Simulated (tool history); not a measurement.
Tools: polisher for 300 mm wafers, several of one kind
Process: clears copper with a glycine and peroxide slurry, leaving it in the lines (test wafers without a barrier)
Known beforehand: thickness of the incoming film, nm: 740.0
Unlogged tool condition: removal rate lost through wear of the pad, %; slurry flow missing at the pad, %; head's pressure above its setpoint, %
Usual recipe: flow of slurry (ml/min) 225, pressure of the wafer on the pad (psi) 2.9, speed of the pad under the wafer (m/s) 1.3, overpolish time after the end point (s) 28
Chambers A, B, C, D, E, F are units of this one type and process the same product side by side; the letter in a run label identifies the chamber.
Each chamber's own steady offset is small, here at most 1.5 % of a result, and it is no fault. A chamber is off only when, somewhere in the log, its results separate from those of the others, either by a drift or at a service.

| run | hour | flow of slurry (ml/min) | pressure of the wafer on the pad (psi) | speed of the pad under the wafer (m/s) | overpolish time after the end point (s) | wafers polished on this pad | hours since the slurry nozzle was cleaned | hours since the head pressure was calibrated | time until the end point was called (s) | dishing of a wide line in a test structure (Å) |
|---|---|---|---|---|---|---|---|---|---|---|
| 1F | 10.0 | 225 | 2.9 | 1.3 | 28 | 1047 | 293.8 | 419.9 | 106.360 | 882.68 |
|  | 16.3 | chamber A: worn pad replaced by a new one |
| 2A | 21.0 | 225 | 2.9 | 1.3 | 28 | 29 | 61.2 | 410.4 | 103.470 | 899.21 |
| 3E | 32.4 | 225 | 2.9 | 1.3 | 28 | 393 | 608.7 | 800.6 | 102.930 | 848.49 |
|  | 35.9 | chamber F: worn pad replaced by a new one |
| 4C | 38.1 | 225 | 2.9 | 1.3 | 28 | 1242 | 618.9 | 215.3 | 106.920 | 885.63 |
| 5B | 49.0 | 225 | 2.9 | 1.3 | 28 | 571 | 682.6 | 150.8 | 106.500 | 879.80 |
|  | 52.8 | chamber F: slurry nozzle cleaned |
| 6D | 59.2 | 225 | 2.9 | 1.3 | 28 | 1252 | 247.8 | 69.7 | 108.120 | 855.50 |
| 7E | 67.9 | 290 | 2.9 | 1.3 | 22 | 613 | 644.2 | 836.1 | 104.510 | 794.54 |
|  | 72.5 | chamber C: worn pad replaced by a new one |
| 8F | 76.4 | 290 | 2.9 | 1.3 | 22 | 250 | 23.6 | 486.3 | 102.750 | 817.91 |
| 9A | 85.8 | 290 | 2.9 | 1.3 | 22 | 430 | 126.0 | 475.2 | 102.080 | 782.00 |
|  | 87.4 | chamber B: slurry nozzle cleaned |
|  | 92.9 | chamber C: slurry nozzle cleaned |
| 10C | 93.2 | 290 | 2.9 | 1.3 | 22 | 128 | 0.4 | 270.4 | 102.060 | 776.99 |
| 11D | 104.3 | 290 | 2.9 | 1.3 | 22 | 1531 | 292.9 | 114.8 | 106.330 | 804.16 |
| 12B | 111.1 | 290 | 2.9 | 1.3 | 22 | 955 | 23.7 | 212.9 | 104.770 | 798.64 |
|  | 113.7 | chamber E: worn pad replaced by a new one |
|  | 118.0 | chamber B: worn pad replaced by a new one |
| 13E | 121.7 | 225 | 2.9 | 1.3 | 44 | 49 | 698.0 | 889.9 | 106.310 | 1096.70 |
| 14D | 128.1 | 225 | 2.9 | 1.3 | 44 | 1678 | 316.7 | 138.6 | 108.420 | 1033.90 |
| 15B | 135.2 | 225 | 2.9 | 1.3 | 44 | 106 | 47.8 | 237.0 | 103.420 | 1087.00 |
|  | 136.4 | chamber A: worn pad replaced by a new one |
| 16F | 143.0 | 225 | 2.9 | 1.3 | 44 | 662 | 90.2 | 552.9 | 107.400 | 1068.50 |
| 17A | 150.2 | 225 | 2.9 | 1.3 | 44 | 85 | 190.4 | 539.6 | 104.540 | 1031.50 |
| 18C | 159.6 | 225 | 2.9 | 1.3 | 44 | 539 | 66.8 | 336.8 | 108.030 | 1070.30 |
| 19A | 167.7 | 225 | 2.9 | 1.3 | 28 | 193 | 207.9 | 557.1 | 105.070 | 893.59 |
|  | 170.1 | chamber C: head pressure recalibrated |
| 20E | 175.9 | 225 | 2.9 | 1.3 | 28 | 385 | 752.2 | 944.1 | 105.760 | 887.50 |
| 21B | 182.7 | 225 | 2.9 | 1.3 | 28 | 400 | 95.3 | 284.5 | 107.360 | 893.13 |
| 22D | 190.0 | 225 | 2.9 | 1.6 | 28 | 2061 | 378.6 | 200.5 | 93.614 | 911.85 |
| 23C | 202.1 | 225 | 2.9 | 1.6 | 28 | 802 | 109.3 | 32.0 | 90.109 | 939.84 |
| 24F | 212.1 | 225 | 2.9 | 1.6 | 28 | 1090 | 159.3 | 622.0 | 88.007 | 975.32 |
|  | 215.1 | chamber F: worn pad replaced by a new one |
|  | 215.4 | chamber E: slurry nozzle cleaned |
| 25D | 219.4 | 225 | 2.9 | 1.6 | 28 | 2243 | 408.0 | 229.9 | 94.169 | 954.84 |
|  | 228.3 | chamber A: worn pad replaced by a new one |
| 26B | 230.6 | 225 | 2.9 | 1.6 | 28 | 696 | 143.2 | 332.4 | 87.864 | 923.97 |
| 27C | 235.8 | 225 | 2.9 | 1.6 | 28 | 1010 | 143.0 | 65.7 | 88.730 | 949.37 |
|  | 245.0 | chamber E: worn pad replaced by a new one |
| 28F | 247.5 | 225 | 2.9 | 1.3 | 28 | 200 | 194.7 | 657.4 | 104.240 | 909.36 |
| 29A | 254.4 | 225 | 2.9 | 1.3 | 28 | 161 | 294.6 | 643.8 | 106.970 | 898.39 |
| 30E | 259.9 | 225 | 2.9 | 1.3 | 28 | 92 | 44.5 | 1028.1 | 103.410 | 924.31 |
| 31D | 270.5 | 170 | 2.9 | 1.3 | 28 | 2559 | 459.1 | 281.0 | 120.850 | 850.38 |
|  | 270.8 | chamber C: worn pad replaced by a new one |
| 32A | 282.1 | 170 | 2.9 | 1.3 | 28 | 332 | 322.3 | 671.5 | 109.120 | 870.94 |
| 33E | 289.9 | 170 | 2.9 | 1.3 | 28 | 277 | 74.5 | 1058.1 | 112.100 | 874.72 |
| 34B | 299.7 | 170 | 2.9 | 1.3 | 28 | 1123 | 212.3 | 401.5 | 111.540 | 842.47 |
| 35C | 311.1 | 170 | 2.9 | 1.3 | 28 | 249 | 218.3 | 141.0 | 112.430 | 901.45 |
| 36F | 320.6 | 170 | 2.9 | 1.3 | 28 | 652 | 267.8 | 730.5 | 109.010 | 891.00 |
| 37D | 330.1 | 225 | 2.9 | 1.3 | 28 | 2928 | 518.7 | 340.6 | 118.240 | 850.46 |
| 38A | 339.5 | 285 | 2.9 | 1.3 | 28 | 687 | 379.7 | 728.9 | 105.870 | 864.12 |
| 39C | 348.7 | 285 | 2.9 | 1.3 | 28 | 482 | 255.9 | 178.6 | 104.670 | 875.66 |

One chamber off, gauge drift, or nothing amiss beyond the chambers' own small offsets? If it is a chamber, which one, and what is the likeliest cause?

It is chamber D that slowly wanders off from its peers.
Cause: removal rate lost through wear of the pad, % = 7.54.
With only this log, it may be confused with: slurry flow missing at the pad, %; head's pressure below its setpoint, %.

Which of the 4 candidates below, each the usual settings with something changed and its results left as question marks, puts chamber D back in line with what the other chambers give on the usual settings?
In-line tolerance around the mean of the other chambers on the usual settings: time until the end point was called (s) 4.800; dishing of a wide line in a test structure (Å) 76.00
| 40D-1 | 357.4 | 230 | 3.2 | 1.46 | 26 |  |  |  | ? | ? |
| 40D-2 | 357.4 | 225 | 2.8 | 1.22 | 29 |  |  |  | ? | ? |
| 40D-3 | 357.4 | 220 | 2.6 | 1.14 | 30 |  |  |  | ? | ? |
| 40D-4 | 357.4 | 225 | 3.0 | 1.38 | 27 |  |  |  | ? | ? |

On the usual settings, the other chambers give on average: time until the end point was called (s) 106.520; dishing of a wide line in a test structure (Å) 885.19
| run | time until the end point was called (s) | dishing of a wide line in a test structure (Å) |
|---|---|---|
| 40D-1 | 96.387 | 910.07 |
| 40D-2 | 126.670 | 826.90 |
| 40D-3 | 143.030 | 782.66 |
| 40D-4 | 107.420 | 872.15 |
With 40D-4, the chamber falls back in line with the rest.
